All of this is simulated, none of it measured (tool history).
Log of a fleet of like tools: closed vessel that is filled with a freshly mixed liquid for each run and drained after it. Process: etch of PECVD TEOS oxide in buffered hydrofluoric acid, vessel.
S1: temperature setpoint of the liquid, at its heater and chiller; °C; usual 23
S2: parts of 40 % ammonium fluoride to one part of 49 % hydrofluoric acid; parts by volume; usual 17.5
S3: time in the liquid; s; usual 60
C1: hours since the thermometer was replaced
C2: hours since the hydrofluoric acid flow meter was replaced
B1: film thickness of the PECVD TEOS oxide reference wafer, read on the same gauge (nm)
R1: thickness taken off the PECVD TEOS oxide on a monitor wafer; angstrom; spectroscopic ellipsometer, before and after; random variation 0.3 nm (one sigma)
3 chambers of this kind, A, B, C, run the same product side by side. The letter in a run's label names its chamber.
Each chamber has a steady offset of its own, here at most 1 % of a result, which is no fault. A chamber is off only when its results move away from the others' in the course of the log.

run 1C hour=11.8 | S1=23 S2=17.5 S3=60 | C1=432.1 C2=1255 | B1=80.026 | R1=459.22
run 2B hour=21.9 | S1=23 S2=17.5 S3=60 | C1=253.1 C2=391 | B1=80.01 | R1=459.68
-- hour=24 chamber C: thermometer replaced
run 3A hour=28.7 | S1=23 S2=17.5 S3=60 | C1=66.6 C2=607.7 | B1=80.001 | R1=452.43
run 4B hour=38.3 | S1=23 S2=17.5 S3=60 | C1=269.5 C2=407.4 | B1=80.042 | R1=456.13
-- hour=41.9 chamber C: hydrofluoric acid flow meter replaced
run 5A hour=48.3 | S1=23 S2=17.5 S3=60 | C1=86.2 C2=627.3 | B1=80.001 | R1=454.16
run 6C hour=59.2 | S1=23 S2=17.5 S3=60 | C1=35.2 C2=17.4 | B1=80.006 | R1=459.34
run 7C hour=71.4 | S1=23 S2=17.5 S3=60 | C1=47.4 C2=29.6 | B1=79.985 | R1=460.73
run 8B hour=77.2 | S1=23 S2=17.5 S3=60 | C1=308.4 C2=446.3 | B1=79.989 | R1=458.18
run 9A hour=84.6 | S1=23 S2=17.5 S3=60 | C1=122.5 C2=663.6 | B1=80.024 | R1=457.19
run 10B hour=96.9 | S1=23 S2=22.5 S3=40 | C1=328.1 C2=466 | B1=80.019 | R1=251.99
run 11C hour=102.5 | S1=23 S2=22.5 S3=40 | C1=78.5 C2=60.7 | B1=80.025 | R1=249.42
run 12A hour=112.9 | S1=23 S2=22.5 S3=40 | C1=150.8 C2=691.9 | B1=79.977 | R1=246.21
run 13B hour=125.1 | S1=23 S2=17.5 S3=60 | C1=356.3 C2=494.2 | B1=79.99 | R1=476.08
run 14C hour=135.1 | S1=23 S2=17.5 S3=60 | C1=111.1 C2=93.3 | B1=79.988 | R1=460.51
run 15A hour=142.6 | S1=23 S2=17.5 S3=60 | C1=180.5 C2=721.6 | B1=80.004 | R1=455.19
run 16B hour=151 | S1=23 S2=17.5 S3=60 | C1=382.2 C2=520.1 | B1=80 | R1=485.37
run 17C hour=162.1 | S1=23 S2=17.5 S3=60 | C1=138.1 C2=120.3 | B1=80.013 | R1=464.31
run 18A hour=169.3 | S1=23 S2=17.5 S3=60 | C1=207.2 C2=748.3 | B1=80 | R1=462.15
run 19A hour=175.2 | S1=23 S2=17.5 S3=60 | C1=213.1 C2=754.2 | B1=80.002 | R1=453.99
run 20C hour=182.6 | S1=23 S2=17.5 S3=60 | C1=158.6 C2=140.8 | B1=80.012 | R1=459.02
run 21B hour=191.2 | S1=23 S2=17.5 S3=60 | C1=422.4 C2=560.3 | B1=80.013 | R1=499.83
run 22A hour=202.3 | S1=23 S2=17.5 S3=60 | C1=240.2 C2=781.3 | B1=80.013 | R1=453.63

Is one chamber off against the others, does the gauge drift, or is nothing wrong? If a chamber is off, say which, and what the likeliest cause is.

Chamber B drifts away from the others.
Cause: liquid hotter than its thermometer reads (K) = 1.62.
The log may not tell that from: hydrofluoric acid flow above the setpoint (%).

Here are 4 candidates for chamber B's next run, each the usual settings with a change, their results left as question marks. Which one brings its results back in line with what the others give on the usual settings?
In line means no further than this from the other chambers' mean on the usual settings: R1 11 angstrom
run 23B-1 hour=211.4 | S1=23.5 S2=17.5 S3=70 | R1=?
run 23B-2 hour=211.4 | S1=23 S2=21.5 S3=60 | R1=?
run 23B-3 hour=211.4 | S1=23 S2=17.5 S3=55 | R1=?
run 23B-4 hour=211.4 | S1=23 S2=16 S3=60 | R1=?

The other chambers' mean on the usual settings: R1 457.67 angstrom
run=23B-1 R1=603.06
run=23B-2 R1=419.04
run=23B-3 R1=461.37
run=23B-4 R1=550.5
23B-3 brings the chamber back in line.

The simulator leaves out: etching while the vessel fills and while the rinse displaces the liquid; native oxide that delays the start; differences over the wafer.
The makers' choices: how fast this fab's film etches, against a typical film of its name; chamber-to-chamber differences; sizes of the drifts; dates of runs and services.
